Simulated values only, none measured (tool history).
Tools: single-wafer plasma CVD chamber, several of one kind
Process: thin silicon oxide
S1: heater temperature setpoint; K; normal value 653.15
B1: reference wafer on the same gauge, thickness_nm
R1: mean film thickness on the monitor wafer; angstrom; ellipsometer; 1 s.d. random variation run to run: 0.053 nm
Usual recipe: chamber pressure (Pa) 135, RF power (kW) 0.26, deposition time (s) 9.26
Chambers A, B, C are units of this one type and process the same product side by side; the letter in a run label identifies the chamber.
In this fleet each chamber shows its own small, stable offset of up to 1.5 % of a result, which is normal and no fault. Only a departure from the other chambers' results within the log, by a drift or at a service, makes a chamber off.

-- day=0.017 chamber A: capacitance manometer re-zeroed and calibrated
run 1C day=0.208 | S1=653.15 chamber_pressure_(Pa)=135 RF_power_(kW)=0.26 deposition_time_(s)=9.26 | B1=22.2 | R1=197.95
run 2B day=0.512 | S1=653.15 chamber_pressure_(Pa)=135 RF_power_(kW)=0.26 deposition_time_(s)=9.26 | B1=22.21 | R1=198.6
run 3A day=0.675 | S1=653.15 chamber_pressure_(Pa)=135 RF_power_(kW)=0.26 deposition_time_(s)=9.26 | B1=22.195 | R1=198.2
run 4C day=1.008 | S1=653.15 chamber_pressure_(Pa)=135 RF_power_(kW)=0.26 deposition_time_(s)=9.26 | B1=22.201 | R1=196.97
run 5B day=1.271 | S1=653.15 chamber_pressure_(Pa)=135 RF_power_(kW)=0.26 deposition_time_(s)=9.26 | B1=22.206 | R1=197.41
run 6A day=1.546 | S1=653.15 chamber_pressure_(Pa)=135 RF_power_(kW)=0.26 deposition_time_(s)=9.26 | B1=22.195 | R1=198.9
run 7A day=1.758 | S1=653.15 chamber_pressure_(Pa)=135 RF_power_(kW)=0.26 deposition_time_(s)=9.26 | B1=22.191 | R1=199.39
run 8B day=2.125 | S1=653.15 chamber_pressure_(Pa)=135 RF_power_(kW)=0.26 deposition_time_(s)=9.26 | B1=22.201 | R1=198.05
run 9C day=2.308 | S1=653.15 chamber_pressure_(Pa)=135 RF_power_(kW)=0.26 deposition_time_(s)=9.26 | B1=22.198 | R1=197.7
run 10A day=2.588 | S1=653.15 chamber_pressure_(Pa)=135 RF_power_(kW)=0.26 deposition_time_(s)=9.26 | B1=22.197 | R1=199.26
run 11C day=2.954 | S1=653.15 chamber_pressure_(Pa)=135 RF_power_(kW)=0.26 deposition_time_(s)=9.26 | B1=22.208 | R1=197.95
run 12B day=3.212 | S1=653.15 chamber_pressure_(Pa)=165 RF_power_(kW)=0.26 deposition_time_(s)=7.45 | B1=22.198 | R1=179.47
run 13C day=3.379 | S1=653.15 chamber_pressure_(Pa)=165 RF_power_(kW)=0.26 deposition_time_(s)=7.45 | B1=22.206 | R1=180.51
run 14B day=3.721 | S1=653.15 chamber_pressure_(Pa)=165 RF_power_(kW)=0.26 deposition_time_(s)=7.45 | B1=22.192 | R1=178.95
run 15A day=4.054 | S1=653.15 chamber_pressure_(Pa)=135 RF_power_(kW)=0.26 deposition_time_(s)=9.26 | B1=22.192 | R1=199.09
run 16B day=4.275 | S1=653.15 chamber_pressure_(Pa)=135 RF_power_(kW)=0.26 deposition_time_(s)=9.26 | B1=22.196 | R1=195.56
run 17C day=4.479 | S1=653.15 chamber_pressure_(Pa)=135 RF_power_(kW)=0.26 deposition_time_(s)=9.26 | B1=22.183 | R1=197.76
run 18A day=4.667 | S1=653.15 chamber_pressure_(Pa)=117 RF_power_(kW)=0.26 deposition_time_(s)=9.26 | B1=22.202 | R1=178.42
-- day=4.779 chamber C: thermocouple changed; heater temperature recalibrated
run 19C day=5 | S1=653.15 chamber_pressure_(Pa)=117 RF_power_(kW)=0.26 deposition_time_(s)=9.26 | B1=22.196 | R1=177.63
run 20A day=5.162 | S1=653.15 chamber_pressure_(Pa)=117 RF_power_(kW)=0.26 deposition_time_(s)=9.26 | B1=22.203 | R1=178.13
run 21B day=5.471 | S1=653.15 chamber_pressure_(Pa)=135 RF_power_(kW)=0.26 deposition_time_(s)=9.26 | B1=22.199 | R1=194.13
run 22C day=5.771 | S1=653.15 chamber_pressure_(Pa)=135 RF_power_(kW)=0.26 deposition_time_(s)=9.26 | B1=22.207 | R1=198
run 23B day=5.946 | S1=653.15 chamber_pressure_(Pa)=135 RF_power_(kW)=0.26 deposition_time_(s)=10.75 | B1=22.198 | R1=225.32
-- day=6.15 chamber B: capacitance manometer re-zeroed and calibrated
run 24A day=6.221 | S1=653.15 chamber_pressure_(Pa)=135 RF_power_(kW)=0.26 deposition_time_(s)=10.75 | B1=22.193 | R1=231.49
run 25C day=6.446 | S1=653.15 chamber_pressure_(Pa)=135 RF_power_(kW)=0.26 deposition_time_(s)=10.75 | B1=22.185 | R1=229.9
run 26A day=6.633 | S1=653.15 chamber_pressure_(Pa)=135 RF_power_(kW)=0.26 deposition_time_(s)=9.26 | B1=22.203 | R1=198.9
run 27B day=6.792 | S1=653.15 chamber_pressure_(Pa)=135 RF_power_(kW)=0.26 deposition_time_(s)=9.26 | B1=22.208 | R1=192.18
run 28B day=7.15 | S1=653.15 chamber_pressure_(Pa)=135 RF_power_(kW)=0.26 deposition_time_(s)=9.26 | B1=22.201 | R1=192.93
run 29A day=7.404 | S1=653.15 chamber_pressure_(Pa)=135 RF_power_(kW)=0.26 deposition_time_(s)=9.26 | B1=22.214 | R1=198.74

Decide between three cases: one chamber stands off from its peers, the gauge reading all wafers drifts, or nothing is wrong past each chamber's small offset. Where a chamber is off, say which and what most likely put it there.

Chamber B drifts away from the others.
Most likely cause: delivered RF power below the setpoint (%) = 6.56.

Chamber B could run next with any of the 4 candidate recipes listed below; each alters the usual settings, and their results appear as question marks. Which one brings its results back in line with what the other chambers deliver on the usual settings?
Counts as in line when no further than this from what the other chambers average on the usual settings: R1 1.9 angstrom
run 30B-1 day=7.667 | S1=653.15 chamber_pressure_(Pa)=129 RF_power_(kW)=0.255 deposition_time_(s)=9.26 | R1=?
run 30B-2 day=7.667 | S1=653.15 chamber_pressure_(Pa)=137 RF_power_(kW)=0.26 deposition_time_(s)=9.43 | R1=?
run 30B-3 day=7.667 | S1=653.15 chamber_pressure_(Pa)=135 RF_power_(kW)=0.26 deposition_time_(s)=9.36 | R1=?
run 30B-4 day=7.667 | S1=653.15 chamber_pressure_(Pa)=133 RF_power_(kW)=0.26 deposition_time_(s)=9.19 | R1=?

Usual-settings mean across the other chambers: R1 198.37 angstrom
run=30B-1 R1=184.74
run=30B-2 R1=197.82
run=30B-3 R1=193.8
run=30B-4 R1=189.03
It is 30B-2 that realigns the chamber with its peers.

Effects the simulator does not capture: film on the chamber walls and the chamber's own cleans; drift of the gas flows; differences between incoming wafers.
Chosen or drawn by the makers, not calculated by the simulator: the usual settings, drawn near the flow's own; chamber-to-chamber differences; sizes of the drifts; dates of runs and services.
